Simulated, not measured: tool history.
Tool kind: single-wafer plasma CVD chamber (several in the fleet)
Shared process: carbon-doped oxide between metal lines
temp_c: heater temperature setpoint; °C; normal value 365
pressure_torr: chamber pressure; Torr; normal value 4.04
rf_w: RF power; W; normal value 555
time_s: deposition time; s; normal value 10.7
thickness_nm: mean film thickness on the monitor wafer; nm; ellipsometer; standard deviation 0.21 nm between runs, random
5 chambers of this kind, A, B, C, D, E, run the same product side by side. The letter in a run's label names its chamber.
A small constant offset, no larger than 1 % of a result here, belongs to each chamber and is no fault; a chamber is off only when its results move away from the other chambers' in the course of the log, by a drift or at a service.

run	day	temp_c	pressure_torr	rf_w	time_s	hours since the last thermocouple change	hours since the last RF generator calibration	hours since the last manometer calibration	read-back reference wafer on the same gauge, thickness_nm	thickness_nm
1E	0.675	365	4.04	555	10.7	881.0	1062.1	1261.6	55.079	55.532
2D	1.100	365	4.04	555	10.7	858.4	643.7	208.4	55.073	55.115
3C	1.592	365	4.04	555	10.7	695.2	679.0	854.4	55.045	55.699
4A	1.904	365	4.04	555	10.7	2428.5	677.3	846.6	55.057	55.614
5B	2.583	365	4.04	555	10.7	174.5	1572.9	1351.4	55.101	55.243
6C	3.100	365	4.04	555	10.7	731.4	715.2	890.6	55.129	55.743
7E	3.442	365	4.04	555	10.7	947.4	1128.5	1328.0	55.159	55.144
8D	3.958	365	4.04	555	10.7	927.0	712.3	277.0	55.105	55.357
# day 4.225: chamber A: thermocouple changed; heater temperature recalibrated
9B	4.292	351	4.04	555	10.7	215.5	1613.9	1392.4	55.112	57.119
10A	4.904	351	4.04	555	10.7	16.4	749.3	918.6	55.039	57.408
11C	5.533	351	4.04	555	10.7	789.8	773.6	949.0	55.125	57.532
12E	5.954	351	4.04	555	10.7	1007.7	1188.8	1388.3	55.091	56.675
13D	6.317	351	4.04	555	10.7	983.6	768.9	333.6	55.144	57.754
14A	6.883	355	3.29	555	10.7	63.9	796.8	966.1	55.108	55.850
15B	7.371	355	3.29	555	10.7	289.4	1687.8	1466.3	55.068	55.583
16B	7.917	355	3.29	555	10.7	302.5	1700.9	1479.4	55.087	55.439
17C	8.492	355	3.29	555	10.7	860.8	844.6	1020.0	55.100	55.550
18D	9.042	355	3.29	555	10.7	1049.0	834.3	399.0	55.060	55.696
19A	9.462	365	4.04	555	10.7	125.8	858.7	1028.0	55.044	55.810
# day 9.625: chamber C: RF generator calibrated
20E	9.767	365	3.57	455	10.7	1099.2	1280.3	1479.8	55.090	47.533
21A	10.225	365	3.57	455	10.7	144.1	877.0	1046.3	55.097	48.258
22C	10.688	365	3.57	455	10.7	913.5	25.5	1072.7	55.096	48.291
23E	11.179	365	3.57	455	10.7	1133.1	1314.2	1513.7	55.096	46.711
24D	11.521	365	3.57	455	10.7	1108.5	893.8	458.5	55.118	48.490
# day 11.688: chamber E: thermocouple changed; heater temperature recalibrated
25B	12.008	365	4.04	555	10.7	400.7	1799.1	1577.6	55.122	55.048
26B	12.533	365	4.04	555	10.7	413.3	1811.7	1590.2	55.068	55.189
27D	13.179	365	4.04	555	10.7	1148.3	933.6	498.3	55.132	55.755
28E	13.608	365	4.04	555	9.7	46.2	1372.5	1572.0	55.096	48.835
29C	14.000	365	4.04	555	9.7	993.0	105.0	1152.2	55.084	50.168
30A	14.471	365	4.04	555	9.7	246.0	978.9	1148.2	55.120	50.604
31C	14.958	365	4.04	555	9.7	1016.0	128.0	1175.2	55.088	50.166
32D	15.575	365	4.04	555	9.7	1205.8	991.1	555.8	55.099	50.622

Next, all 5 chambers run the settings below, one line each with question marks for the results. What does each chamber give?
33A	16.062	365	4.04	555	11.7					?
33B	16.062	365	4.04	555	11.7					?
33C	16.062	365	4.04	555	11.7					?
33D	16.062	365	4.04	555	11.7					?
33E	16.062	365	4.04	555	11.7					?

run	thickness_nm
33A	60.899
33B	60.639
33C	60.518
33D	60.566
33E	58.663

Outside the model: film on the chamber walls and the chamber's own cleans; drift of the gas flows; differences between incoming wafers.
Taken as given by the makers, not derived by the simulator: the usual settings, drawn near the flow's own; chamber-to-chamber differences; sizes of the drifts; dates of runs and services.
